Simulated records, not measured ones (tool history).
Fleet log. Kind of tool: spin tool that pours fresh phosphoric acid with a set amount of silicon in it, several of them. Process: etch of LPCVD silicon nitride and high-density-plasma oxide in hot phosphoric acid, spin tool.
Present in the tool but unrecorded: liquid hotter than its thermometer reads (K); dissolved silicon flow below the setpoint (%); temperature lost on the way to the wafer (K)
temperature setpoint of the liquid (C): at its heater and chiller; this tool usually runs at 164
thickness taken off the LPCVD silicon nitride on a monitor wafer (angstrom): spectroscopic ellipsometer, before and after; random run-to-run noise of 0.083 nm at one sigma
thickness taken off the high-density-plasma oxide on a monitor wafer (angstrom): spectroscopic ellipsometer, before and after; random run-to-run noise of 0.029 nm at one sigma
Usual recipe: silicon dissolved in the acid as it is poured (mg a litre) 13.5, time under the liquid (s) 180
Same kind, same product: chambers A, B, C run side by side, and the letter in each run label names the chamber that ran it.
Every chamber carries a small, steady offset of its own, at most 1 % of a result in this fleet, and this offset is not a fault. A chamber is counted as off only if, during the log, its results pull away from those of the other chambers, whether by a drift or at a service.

| run | day | temperature setpoint of the liquid (C) | silicon dissolved in the acid as it is poured (mg a litre) | time under the liquid (s) | hours since the thermometer was replaced | hours since the dissolved silicon flow meter was replaced | hours since the heated supply line was repaired | read-back film thickness of the LPCVD silicon nitride reference wafer, read on the same gauge (nm) | read-back film thickness of the high-density-plasma oxide reference wafer, read on the same gauge (nm) | thickness taken off the LPCVD silicon nitride on a monitor wafer (angstrom) | thickness taken off the high-density-plasma oxide on a monitor wafer (angstrom) |
|---|---|---|---|---|---|---|---|---|---|---|---|
| 1A | 0.446 | 164 | 13.5 | 180 | 533.6 | 1184.1 | 1547.1 | 30.011 | 110.04 | 159.01 | 8.6287 |
| 2B | 1.071 | 164 | 13.5 | 180 | 1327.6 | 675.9 | 1738 | 29.979 | 110.02 | 159.75 | 7.6803 |
|  | 1.3 | chamber C: heated supply line repaired |
| 3C | 1.725 | 164 | 13.5 | 180 | 591.4 | 2169.8 | 10.2 | 29.998 | 110.04 | 160.68 | 7.9027 |
| 4B | 2.042 | 164 | 13.5 | 180 | 1350.9 | 699.2 | 1761.3 | 29.982 | 109.99 | 159.37 | 7.7445 |
| 5A | 2.342 | 164 | 13.5 | 180 | 579.1 | 1229.6 | 1592.6 | 30.007 | 109.99 | 159.82 | 7.6566 |
| 6C | 2.729 | 164 | 13.5 | 180 | 615.5 | 2193.9 | 34.3 | 30.04 | 109.99 | 159.06 | 7.713 |
|  | 2.75 | chamber C: dissolved silicon flow meter replaced |
| 7B | 3.254 | 165.5 | 13.5 | 180 | 1380 | 728.3 | 1790.4 | 29.968 | 110 | 166.28 | 8.6657 |
| 8C | 3.688 | 165.5 | 13.5 | 180 | 638.5 | 22.6 | 57.3 | 29.977 | 109.98 | 168.68 | 8.5302 |
| 9A | 4.267 | 165.5 | 13.5 | 180 | 625.3 | 1275.8 | 1638.8 | 30.015 | 109.95 | 168.63 | 8.8115 |
| 10B | 4.633 | 164 | 22 | 220 | 1413.1 | 761.4 | 1823.5 | 30.005 | 110.02 | 194.32 | 7.5605 |
| 11C | 5.092 | 164 | 22 | 220 | 672.2 | 56.3 | 91 | 30.001 | 110.05 | 194.91 | 7.5059 |
| 12A | 5.558 | 164 | 22 | 220 | 656.3 | 1306.8 | 1669.8 | 30.006 | 109.98 | 194.82 | 7.6022 |
| 13B | 6.004 | 164 | 13.5 | 180 | 1446 | 794.3 | 1856.4 | 30.028 | 109.97 | 160.57 | 7.7377 |
| 14A | 6.517 | 164 | 13.5 | 180 | 679.3 | 1329.8 | 1692.8 | 30.018 | 110 | 159.61 | 8.0731 |
|  | 6.758 | chamber A: thermometer replaced |
|  | 7.05 | chamber A: heated supply line repaired |
| 15C | 7.142 | 164 | 13.5 | 180 | 721.4 | 105.5 | 140.2 | 29.997 | 110 | 159.54 | 8.1376 |
| 16A | 7.567 | 164 | 17 | 180 | 19.5 | 1355 | 12.4 | 29.99 | 109.97 | 159.36 | 7.348 |
| 17C | 8.1 | 164 | 17 | 180 | 744.4 | 128.5 | 163.2 | 29.973 | 110.01 | 160.14 | 7.2153 |
| 18B | 8.438 | 164 | 17 | 180 | 1504.4 | 852.7 | 1914.8 | 29.987 | 109.97 | 160.58 | 6.8877 |
| 19B | 9.021 | 164 | 13.5 | 180 | 1518.4 | 866.7 | 1928.8 | 30.013 | 110.03 | 160.04 | 7.2673 |
| 20C | 9.408 | 164 | 13.5 | 180 | 775.8 | 159.9 | 194.6 | 29.96 | 110 | 161.08 | 7.6281 |
| 21A | 9.908 | 164 | 13.5 | 180 | 75.7 | 1411.2 | 68.6 | 29.995 | 109.97 | 158.12 | 7.8901 |
| 22A | 10.488 | 164 | 13.5 | 180 | 89.6 | 1425.1 | 82.5 | 30.024 | 110.04 | 159.2 | 8.4394 |
| 23B | 10.975 | 164 | 13.5 | 180 | 1565.3 | 913.6 | 1975.7 | 29.999 | 110 | 159.58 | 7.8578 |
| 24C | 11.529 | 164 | 13.5 | 180 | 826.7 | 210.8 | 245.5 | 29.981 | 109.98 | 159.81 | 7.9861 |
| 25C | 11.917 | 164 | 13.5 | 180 | 836 | 220.1 | 254.8 | 29.994 | 110 | 159.37 | 7.9098 |
| 26A | 12.388 | 164 | 13.5 | 180 | 135.2 | 1470.7 | 128.1 | 30.002 | 110 | 158.65 | 7.9078 |
| 27B | 12.979 | 164 | 13.5 | 180 | 1613.4 | 961.7 | 2023.8 | 29.995 | 109.97 | 160.39 | 8.0356 |
| 28A | 13.433 | 164 | 13.5 | 180 | 160.3 | 1495.8 | 153.2 | 29.999 | 110.01 | 160.28 | 8.2743 |
| 29B | 13.796 | 164 | 13.5 | 180 | 1633 | 981.3 | 2043.4 | 30.009 | 110.01 | 162.38 | 7.6193 |
| 30C | 14.271 | 164 | 13.5 | 180 | 892.5 | 276.6 | 311.3 | 30.024 | 109.99 | 161.33 | 8.101 |
| 31B | 14.9 | 162.5 | 8.5 | 180 | 1659.5 | 1007.8 | 2069.9 | 30.006 | 110 | 152.3 | 8.005 |
| 32C | 15.188 | 162.5 | 8.5 | 180 | 914.5 | 298.6 | 333.3 | 30.001 | 109.96 | 153.5 | 7.8547 |

Next, all 3 chambers run the settings below, one line each with question marks for the results. What does each chamber give?
| 33A | 15.658 | 164 | 13.5 | 180 |  |  |  |  |  | ? | ? |
| 33B | 15.658 | 164 | 13.5 | 180 |  |  |  |  |  | ? | ? |
| 33C | 15.658 | 164 | 13.5 | 180 |  |  |  |  |  | ? | ? |

| run | thickness taken off the LPCVD silicon nitride on a monitor wafer (angstrom) | thickness taken off the high-density-plasma oxide on a monitor wafer (angstrom) |
|---|---|---|
| 33A | 160.04 | 8.3536 |
| 33B | 160.98 | 7.6366 |
| 33C | 161.95 | 7.7645 |
